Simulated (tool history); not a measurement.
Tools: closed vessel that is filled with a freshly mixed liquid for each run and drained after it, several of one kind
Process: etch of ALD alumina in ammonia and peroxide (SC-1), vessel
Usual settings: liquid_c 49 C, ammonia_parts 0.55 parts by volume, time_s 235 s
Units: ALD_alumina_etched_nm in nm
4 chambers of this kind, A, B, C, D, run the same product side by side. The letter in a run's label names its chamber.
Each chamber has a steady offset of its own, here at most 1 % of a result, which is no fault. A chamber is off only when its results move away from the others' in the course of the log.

| run | hour | liquid_c | ammonia_parts | time_s | read-back film thickness of the ALD alumina reference wafer, read on the same gauge (nm) | ALD_alumina_etched_nm |
|---|---|---|---|---|---|---|
| 1C | 4.4 | 49 | 0.55 | 235 | 59.995 | 19.487 |
| 2B | 7.7 | 49 | 0.55 | 235 | 60.006 | 19.543 |
| 3D | 10.3 | 49 | 0.55 | 235 | 60.014 | 19.763 |
| 4A | 14.1 | 49 | 0.55 | 235 | 60.001 | 19.728 |
| 5A | 17.8 | 49 | 0.55 | 235 | 59.995 | 19.798 |
| 6B | 20.2 | 49 | 0.55 | 235 | 60.002 | 19.605 |
| 7C | 22.9 | 49 | 0.55 | 235 | 59.995 | 19.441 |
| 8D | 25.5 | 49 | 0.55 | 235 | 60.011 | 19.554 |
| 9D | 28.8 | 49 | 0.55 | 235 | 60.028 | 19.629 |
| 10C | 31.3 | 49 | 0.55 | 235 | 60.007 | 19.389 |
| 11B | 34.1 | 49 | 0.55 | 235 | 60.009 | 19.952 |
| 12A | 37.8 | 49 | 0.55 | 235 | 59.978 | 19.568 |
| 13A | 42.3 | 49 | 0.55 | 235 | 60.023 | 19.644 |
| 14C | 46.1 | 49 | 0.55 | 235 | 60 | 19.65 |
| 15D | 48.7 | 49 | 0.55 | 235 | 59.981 | 19.695 |
| 16B | 52.7 | 49 | 0.55 | 235 | 60.006 | 19.924 |
| 17C | 55.6 | 49 | 0.55 | 235 | 60.012 | 19.46 |
| 18B | 57.8 | 49 | 0.55 | 235 | 59.987 | 20.1 |
| 19A | 62.2 | 49 | 0.55 | 235 | 60 | 19.633 |
| 20D | 66.5 | 49 | 0.55 | 235 | 60.01 | 19.65 |
| 21A | 70.4 | 49 | 0.55 | 235 | 59.985 | 19.549 |
| 22C | 74.9 | 49 | 0.55 | 235 | 59.999 | 19.612 |
| 23D | 77 | 49 | 0.55 | 235 | 60 | 19.723 |
| 24B | 80.1 | 49 | 0.8 | 235 | 60.004 | 21.118 |
| 25D | 82.7 | 49 | 0.8 | 235 | 60.027 | 20.227 |
| 26B | 86.7 | 49 | 0.8 | 235 | 60.004 | 21.275 |
| 27C | 91 | 49 | 0.8 | 235 | 60.01 | 20.197 |
| 28A | 94 | 49 | 0.55 | 235 | 59.984 | 19.813 |
| 29B | 96.7 | 49 | 0.55 | 235 | 59.989 | 20.662 |

Is one chamber off against the others, does the gauge drift, or is nothing wrong? If a chamber is off, say which, and what the likeliest cause is.

Chamber B drifts away from the others.
Cause: liquid hotter than its thermometer reads (K) = 1.02.

Here are 4 candidates for chamber B's next run, each the usual settings with a change, their results left as question marks. Which one brings its results back in line with what the others give on the usual settings?
In line means no further than this from the other chambers' mean on the usual settings: ALD_alumina_etched_nm 0.36 nm
| 30B-1 | 100 | 49 | 0.55 | 250 |  | ? |
| 30B-2 | 100 | 50 | 0.55 | 250 |  | ? |
| 30B-3 | 100 | 48 | 0.55 | 235 |  | ? |
| 30B-4 | 100 | 47 | 0.55 | 235 |  | ? |

The other chambers' mean on the usual settings: ALD_alumina_etched_nm 19.603 nm
| run | ALD_alumina_etched_nm |
|---|---|
| 30B-1 | 22.139 |
| 30B-2 | 23.386 |
| 30B-3 | 19.705 |
| 30B-4 | 18.64 |
30B-3 brings the chamber back in line.
